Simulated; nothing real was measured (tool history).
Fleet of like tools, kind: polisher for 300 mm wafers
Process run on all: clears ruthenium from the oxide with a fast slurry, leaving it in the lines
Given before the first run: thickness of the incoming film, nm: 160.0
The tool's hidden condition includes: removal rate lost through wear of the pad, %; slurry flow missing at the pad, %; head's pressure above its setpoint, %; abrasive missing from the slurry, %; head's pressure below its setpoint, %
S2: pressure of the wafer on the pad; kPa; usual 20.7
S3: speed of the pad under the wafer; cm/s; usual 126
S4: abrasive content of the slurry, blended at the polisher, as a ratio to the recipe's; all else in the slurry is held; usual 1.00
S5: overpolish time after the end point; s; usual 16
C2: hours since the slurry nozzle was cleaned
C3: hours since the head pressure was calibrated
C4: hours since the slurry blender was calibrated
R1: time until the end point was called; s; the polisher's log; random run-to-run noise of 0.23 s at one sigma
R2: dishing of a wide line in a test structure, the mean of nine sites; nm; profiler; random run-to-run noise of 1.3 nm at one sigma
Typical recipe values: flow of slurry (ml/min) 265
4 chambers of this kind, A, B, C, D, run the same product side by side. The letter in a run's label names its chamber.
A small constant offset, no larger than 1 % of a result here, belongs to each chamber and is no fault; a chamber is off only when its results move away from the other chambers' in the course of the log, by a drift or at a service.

Run 1C, hour 8.0: usual settings; wafers polished on this pad 625; C2 434.6; C3 537.9; C4 172.7. Result: R1 25.908 s, R2 64.310 nm.
At hour 10.3: chamber A: slurry blender recalibrated.
Run 2D, hour 16.9: usual settings; wafers polished on this pad 1030; C2 483.3; C3 862.5; C4 41.1. Result: R1 25.319 s, R2 63.920 nm.
Run 3A, hour 25.5: usual settings; wafers polished on this pad 674; C2 110.9; C3 442.0; C4 15.2. Result: R1 25.171 s, R2 62.022 nm.
At hour 30.3: chamber C: worn pad replaced by a new one.
Run 4B, hour 34.1: usual settings; wafers polished on this pad 569; C2 37.6; C3 306.4; C4 287.7. Result: R1 25.174 s, R2 62.888 nm.
Run 5C, hour 39.3: usual settings; wafers polished on this pad 89; C2 465.9; C3 569.2; C4 204.0. Result: R1 25.466 s, R2 63.361 nm.
At hour 41.9: chamber A: worn pad replaced by a new one.
Run 6D, hour 47.8: usual settings; wafers polished on this pad 1335; C2 514.2; C3 893.4; C4 72.0. Result: R1 25.269 s, R2 60.979 nm.
At hour 53.3: chamber D: worn pad replaced by a new one.
Run 7A, hour 55.8: usual settings; wafers polished on this pad 136; C2 141.2; C3 472.3; C4 45.5. Result: R1 24.921 s, R2 63.562 nm.
Run 8B, hour 60.2: usual settings; wafers polished on this pad 826; C2 63.7; C3 332.5; C4 313.8. Result: R1 24.844 s, R2 62.346 nm.
Run 9B, hour 67.0: usual settings; wafers polished on this pad 893; C2 70.5; C3 339.3; C4 320.6. Result: R1 25.445 s, R2 62.761 nm.
At hour 67.6: chamber B: slurry blender recalibrated.
Run 10D, hour 75.9: usual settings; wafers polished on this pad 223; C2 542.3; C3 921.5; C4 100.1. Result: R1 24.828 s, R2 62.674 nm.
At hour 77.5: chamber D: slurry blender recalibrated.
At hour 80.2: chamber B: worn pad replaced by a new one.
Run 11C, hour 80.9: usual settings; wafers polished on this pad 498; C2 507.5; C3 610.8; C4 245.6. Result: R1 25.415 s, R2 63.876 nm.
Run 12A, hour 86.8: usual settings; wafers polished on this pad 442; C2 172.2; C3 503.3; C4 76.5. Result: R1 24.225 s, R2 63.854 nm.
Run 13A, hour 92.9: usual settings but S3 160 cm/s; wafers polished on this pad 502; C2 178.3; C3 509.4; C4 82.6. Result: R1 19.225 s, R2 76.154 nm.
Run 14B, hour 98.0: usual settings but S3 160 cm/s; wafers polished on this pad 175; C2 101.5; C3 370.3; C4 30.4. Result: R1 19.534 s, R2 73.067 nm.
Run 15C, hour 105.0: usual settings but S3 160 cm/s; wafers polished on this pad 736; C2 531.6; C3 634.9; C4 269.7. Result: R1 19.633 s, R2 72.349 nm.
At hour 105.8: chamber C: worn pad replaced by a new one.
Run 16D, hour 112.4: usual settings but S3 160 cm/s; wafers polished on this pad 582; C2 578.8; C3 958.0; C4 35.0. Result: R1 19.801 s, R2 73.572 nm.
At hour 117.2: chamber C: slurry nozzle cleaned.
Run 17B, hour 119.4: usual settings; wafers polished on this pad 386; C2 122.9; C3 391.7; C4 51.8. Result: R1 25.102 s, R2 64.796 nm.
At hour 119.5: chamber A: worn pad replaced by a new one.
Run 18A, hour 125.8: usual settings but S3 156 cm/s, S4 0.85; wafers polished on this pad 62; C2 211.2; C3 542.3; C4 115.5. Result: R1 20.421 s, R2 73.698 nm.
Run 19C, hour 134.5: usual settings but S3 156 cm/s, S4 0.85; wafers polished on this pad 283; C2 17.4; C3 664.4; C4 299.2. Result: R1 22.224 s, R2 67.942 nm.
Run 20D, hour 141.7: usual settings but S3 156 cm/s, S4 0.85; wafers polished on this pad 871; C2 608.1; C3 987.3; C4 64.3. Result: R1 21.778 s, R2 69.704 nm.
Run 21B, hour 147.8: usual settings but S3 156 cm/s, S4 0.85; wafers polished on this pad 665; C2 151.3; C3 420.1; C4 80.2. Result: R1 21.987 s, R2 70.702 nm.
Run 22D, hour 152.1: usual settings but S2 24.1 kPa, S3 106 cm/s; wafers polished on this pad 973; C2 618.5; C3 997.7; C4 74.7. Result: R1 25.186 s, R2 64.741 nm.
At hour 159.2: chamber A: slurry nozzle cleaned.
Run 23C, hour 159.5: usual settings but S2 24.1 kPa, S3 106 cm/s; wafers polished on this pad 529; C2 42.4; C3 689.4; C4 324.2. Result: R1 25.898 s, R2 64.445 nm.
Run 24A, hour 165.1: usual settings but S2 24.1 kPa, S3 106 cm/s; wafers polished on this pad 449; C2 6.0; C3 581.6; C4 154.8. Result: R1 23.576 s, R2 66.178 nm.
Run 25A, hour 172.9: usual settings but S2 24.1 kPa, S3 106 cm/s; wafers polished on this pad 526; C2 13.8; C3 589.4; C4 162.6. Result: R1 23.110 s, R2 67.140 nm.
Run 26C, hour 177.1: usual settings; wafers polished on this pad 702; C2 60.0; C3 707.0; C4 341.8. Result: R1 25.198 s, R2 64.273 nm.

Decide between three cases: one chamber stands off from its peers, the gauge reading all wafers drifts, or nothing is wrong past each chamber's small offset. Where a chamber is off, say which and what most likely put it there.

One chamber, A, drifts off from the rest bit by bit.
Most likely cause: head's pressure above its setpoint, % = 12.4.

Chamber A could run next with any of the 4 candidate recipes listed below; each alters the usual settings, and their results appear as question marks. Which one brings its results back in line with what the other chambers deliver on the usual settings?
A result is in line if it is within this distance of the other chambers' mean on the usual settings: R1 0.790 s; R2 4.600 nm
Run 27A-1, hour 183.8: usual settings but S2 22.1 kPa, S3 134 cm/s. Result: R1 ?, R2 ?.
Run 27A-2, hour 183.8: usual settings but S2 19.3 kPa, S3 118 cm/s. Result: R1 ?, R2 ?.
Run 27A-3, hour 183.8: usual settings but S2 20.0 kPa, S3 122 cm/s. Result: R1 ?, R2 ?.
Run 27A-4, hour 183.8: usual settings but S2 21.4 kPa, S3 130 cm/s. Result: R1 ?, R2 ?.

On the usual settings, the other chambers give on average: R1 25.314 s; R2 63.814 nm
  run      R1      R2
27A-1  19.601  73.840
27A-2  25.364  62.854
27A-3  23.706  65.697
27A-4  20.842  71.196
27A-2 puts the chamber back in line with the other chambers.

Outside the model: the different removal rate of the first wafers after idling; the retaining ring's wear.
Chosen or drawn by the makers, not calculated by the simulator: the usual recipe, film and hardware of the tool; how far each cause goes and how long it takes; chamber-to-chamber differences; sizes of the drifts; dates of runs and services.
